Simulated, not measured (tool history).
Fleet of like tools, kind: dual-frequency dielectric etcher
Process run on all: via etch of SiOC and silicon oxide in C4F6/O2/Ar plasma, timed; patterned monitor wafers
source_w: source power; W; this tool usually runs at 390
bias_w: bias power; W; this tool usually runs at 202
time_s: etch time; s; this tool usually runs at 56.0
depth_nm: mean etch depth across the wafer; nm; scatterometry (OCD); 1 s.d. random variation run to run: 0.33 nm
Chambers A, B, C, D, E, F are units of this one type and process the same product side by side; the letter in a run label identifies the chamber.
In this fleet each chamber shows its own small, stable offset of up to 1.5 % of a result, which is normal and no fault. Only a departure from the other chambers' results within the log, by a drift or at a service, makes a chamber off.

run     day  source_w  bias_w  time_s  read-back reference wafer on the same gauge, depth_nm  depth_nm
 1D   0.254       390     202    56.0                                                 52.845    64.500
 2F   0.662       390     202    56.0                                                 52.864    64.283
 3C   0.858       390     202    56.0                                                 52.898    65.625
 4E   1.238       390     202    56.0                                                 52.830    65.665
 5B   1.521       390     202    56.0                                                 52.959    65.337
 6A   1.846       390     202    56.0                                                 52.936    64.374
 7D   2.121       390     202    56.0                                                 52.931    64.914
 8E   2.512       390     202    56.0                                                 52.846    65.419
 9A   2.942       390     243    42.5                                                 52.893    52.256
10C   3.304       390     243    42.5                                                 52.875    53.265
11B   3.500       390     243    42.5                                                 52.943    52.544
12F   3.758       390     243    42.5                                                 52.948    51.174
13A   4.192       390     243    42.5                                                 52.910    52.888
14F   4.596       390     243    42.5                                                 52.814    52.077
15C   5.012       390     202    56.0                                                 52.847    66.877
16E   5.375       390     223    56.0                                                 52.853    67.993
      5.583  -- chamber D: wet clean of the chamber
17D   5.725       390     223    56.0                                                 52.822    67.038
18B   6.017       390     223    56.0                                                 52.868    67.749
19A   6.254       390     223    56.0                                                 52.837    67.418
20D   6.442       390     223    56.0                                                 52.946    67.359
      6.671  -- chamber A: wet clean of the chamber
21B   6.688       390     223    56.0                                                 52.905    67.758
22F   6.996       390     202    56.0                                                 52.926    63.275
23C   7.300       390     202    56.0                                                 52.861    67.345
24E   7.700       390     202    56.0                                                 52.889    65.344
25F   8.104       390     202    56.0                                                 52.879    64.042
26E   8.312       390     202    56.0                                                 52.972    65.897
27B   8.692       390     202    63.5                                                 52.877    74.271
28C   8.950       390     202    63.5                                                 52.942    76.943
29D   9.308       390     202    63.5                                                 52.859    73.650
30A   9.646       390     202    63.5                                                 52.902    73.852
      9.821  -- chamber B: wet clean of the chamber
31D   9.904       390     202    63.5                                                 52.899    73.969
32B  10.112       390     202    63.5                                                 52.886    74.072
33E  10.317       390     202    56.0                                                 52.927    65.286
34C  10.658       390     161    62.0                                                 52.925    71.108
35F  10.900       390     161    62.0                                                 52.863    65.741
36A  11.108       390     161    62.0                                                 52.891    66.434

Next, every chamber runs the same settings. What will each give?
37A  11.421       390     163    56.0                                                                ?
37B  11.421       390     163    56.0                                                                ?
37C  11.421       390     163    56.0                                                                ?
37D  11.421       390     163    56.0                                                                ?
37E  11.421       390     163    56.0                                                                ?
37F  11.421       390     163    56.0                                                                ?

run  depth_nm
37A    60.482
37B    61.080
37C    64.665
37D    60.331
37E    61.271
37F    60.429

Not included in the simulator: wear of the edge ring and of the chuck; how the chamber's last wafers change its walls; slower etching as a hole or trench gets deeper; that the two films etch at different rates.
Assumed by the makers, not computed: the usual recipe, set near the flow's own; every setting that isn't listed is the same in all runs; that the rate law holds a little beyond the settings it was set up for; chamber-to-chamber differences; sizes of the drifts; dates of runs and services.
